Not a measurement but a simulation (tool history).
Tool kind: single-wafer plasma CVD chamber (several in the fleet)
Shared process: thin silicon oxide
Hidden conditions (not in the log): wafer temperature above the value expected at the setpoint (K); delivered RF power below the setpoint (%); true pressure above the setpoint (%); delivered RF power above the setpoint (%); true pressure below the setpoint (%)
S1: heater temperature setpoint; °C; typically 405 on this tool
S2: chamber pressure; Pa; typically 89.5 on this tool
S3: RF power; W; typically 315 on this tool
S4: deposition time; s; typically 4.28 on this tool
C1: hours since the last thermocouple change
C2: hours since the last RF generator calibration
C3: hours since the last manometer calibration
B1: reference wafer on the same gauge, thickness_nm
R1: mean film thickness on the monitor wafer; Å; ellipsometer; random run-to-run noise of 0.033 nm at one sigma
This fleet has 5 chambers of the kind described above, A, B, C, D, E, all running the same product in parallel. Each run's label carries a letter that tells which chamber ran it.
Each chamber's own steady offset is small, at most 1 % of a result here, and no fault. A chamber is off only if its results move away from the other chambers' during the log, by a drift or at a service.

Run 1E, hour 15.4: usual settings; C1 1021; C2 232.5; C3 1137.1; B1 6.6668. Result: R1 67.043 Å.
Run 2C, hour 30.6: usual settings; C1 2431.3; C2 2182.9; C3 588.8; B1 6.656. Result: R1 66.318 Å.
Run 3D, hour 38.6: usual settings; C1 1844; C2 47.7; C3 1383.6; B1 6.6628. Result: R1 67.982 Å.
Run 4A, hour 46.3: usual settings; C1 811.1; C2 1915.2; C3 1466.9; B1 6.6609. Result: R1 65.707 Å.
Run 5B, hour 53.6: usual settings; C1 2636.3; C2 837.7; C3 910.3; B1 6.656. Result: R1 66.68 Å.
Run 6B, hour 64.8: usual settings; C1 2647.5; C2 848.9; C3 921.5; B1 6.6618. Result: R1 66.679 Å.
Run 7C, hour 73.3: usual settings; C1 2474; C2 2225.6; C3 631.5; B1 6.6555. Result: R1 66.595 Å.
Run 8A, hour 81.3: usual settings but S2 82 Pa, S4 3.49 s; C1 846.1; C2 1950.2; C3 1501.9; B1 6.6479. Result: R1 49.266 Å.
Run 9D, hour 92.4: usual settings but S2 82 Pa, S4 3.49 s; C1 1897.8; C2 101.5; C3 1437.4; B1 6.6547. Result: R1 50.153 Å.
At hour 99.2: chamber C: thermocouple changed; heater temperature recalibrated.
Run 10E, hour 107.6: usual settings but S2 82 Pa, S4 3.49 s; C1 1113.2; C2 324.7; C3 1229.3; B1 6.6694. Result: R1 49.749 Å.
At hour 107.9: chamber C: RF generator calibrated.
Run 11D, hour 118.3: usual settings but S2 82 Pa, S4 3.49 s; C1 1923.7; C2 127.4; C3 1463.3; B1 6.6609. Result: R1 50.785 Å.
Run 12A, hour 130.3: usual settings but S2 82 Pa, S4 3.49 s; C1 895.1; C2 1999.2; C3 1550.9; B1 6.6557. Result: R1 48.971 Å.
Run 13B, hour 144.9: usual settings; C1 2727.6; C2 929; C3 1001.6; B1 6.6582. Result: R1 67.344 Å.
Run 14E, hour 159.6: usual settings; C1 1165.2; C2 376.7; C3 1281.3; B1 6.6614. Result: R1 66.818 Å.
Run 15C, hour 168: usual settings but S3 360 W, S4 3.77 s; C1 68.9; C2 60.2; C3 726.2; B1 6.6537. Result: R1 61.805 Å.
Run 16A, hour 181: usual settings but S3 360 W, S4 3.77 s; C1 945.8; C2 2049.9; C3 1601.6; B1 6.6536. Result: R1 61.571 Å.
Run 17C, hour 188.1: usual settings but S3 360 W, S4 3.77 s; C1 89; C2 80.3; C3 746.3; B1 6.6585. Result: R1 61.523 Å.
Run 18B, hour 199.6: usual settings but S3 360 W, S4 3.77 s; C1 2782.3; C2 983.7; C3 1056.3; B1 6.6611. Result: R1 63.112 Å.
At hour 210.7: chamber E: thermocouple changed; heater temperature recalibrated.
Run 19D, hour 214.7: usual settings but S3 360 W, S4 3.77 s; C1 2020.1; C2 223.8; C3 1559.7; B1 6.657. Result: R1 62.892 Å.
Run 20E, hour 228.2: usual settings; C1 17.5; C2 445.3; C3 1349.9; B1 6.6583. Result: R1 67.129 Å.
Run 21A, hour 242.5: usual settings; C1 1007.3; C2 2111.4; C3 1663.1; B1 6.6588. Result: R1 66.596 Å.
Run 22D, hour 250.2: usual settings; C1 2055.6; C2 259.3; C3 1595.2; B1 6.6503. Result: R1 67.857 Å.
Run 23C, hour 264.2: usual settings; C1 165.1; C2 156.4; C3 822.4; B1 6.6618. Result: R1 66.697 Å.
Run 24E, hour 275.4: usual settings; C1 64.7; C2 492.5; C3 1397.1; B1 6.6625. Result: R1 66.376 Å.
Run 25B, hour 287.8: usual settings; C1 2870.5; C2 1071.9; C3 1144.5; B1 6.6595. Result: R1 69.2 Å.
Run 26C, hour 295.1: usual settings; C1 196; C2 187.3; C3 853.3; B1 6.6606. Result: R1 66.605 Å.
Run 27D, hour 310.2: usual settings; C1 2115.6; C2 319.3; C3 1655.2; B1 6.662. Result: R1 67.946 Å.
At hour 315.9: chamber C: capacitance manometer re-zeroed and calibrated.
Run 28A, hour 319.9: usual settings; C1 1084.7; C2 2188.8; C3 1740.5; B1 6.6577. Result: R1 66.076 Å.
Run 29E, hour 330.8: usual settings but S1 412 °C, S2 72 Pa; C1 120.1; C2 547.9; C3 1452.5; B1 6.6576. Result: R1 52.648 Å.
Run 30B, hour 340.6: usual settings but S1 412 °C, S2 72 Pa; C1 2923.3; C2 1124.7; C3 1197.3; B1 6.662. Result: R1 54.339 Å.
Run 31C, hour 354.8: usual settings but S1 412 °C, S2 72 Pa; C1 255.7; C2 247; C3 39; B1 6.66. Result: R1 52.191 Å.
Run 32E, hour 364.1: usual settings but S1 412 °C, S2 72 Pa; C1 153.4; C2 581.2; C3 1485.8; B1 6.6484. Result: R1 52.749 Å.
Run 33A, hour 374: usual settings but S1 412 °C, S2 72 Pa; C1 1138.8; C2 2242.9; C3 1794.6; B1 6.6621. Result: R1 51.927 Å.
Run 34B, hour 385.5: usual settings but S1 396 °C, S3 340 W; C1 2968.2; C2 1169.6; C3 1242.2; B1 6.66. Result: R1 72.749 Å.
Run 35D, hour 400.6: usual settings but S1 396 °C, S3 340 W; C1 2206; C2 409.7; C3 1745.6; B1 6.6568. Result: R1 70.104 Å.
Run 36E, hour 407.3: usual settings but S1 396 °C, S3 340 W; C1 196.6; C2 624.4; C3 1529; B1 6.6597. Result: R1 69.388 Å.

Predict what each chamber gives when all 5 of them run the settings below next.
Run 37A, hour 418.4: usual settings but S4 4.71 s. Result: R1 ?.
Run 37B, hour 418.4: usual settings but S4 4.71 s. Result: R1 ?.
Run 37C, hour 418.4: usual settings but S4 4.71 s. Result: R1 ?.
Run 37D, hour 418.4: usual settings but S4 4.71 s. Result: R1 ?.
Run 37E, hour 418.4: usual settings but S4 4.71 s. Result: R1 ?.

run      R1
37A   73.53
37B  77.264
37C  73.229
37D  74.044
37E  72.772
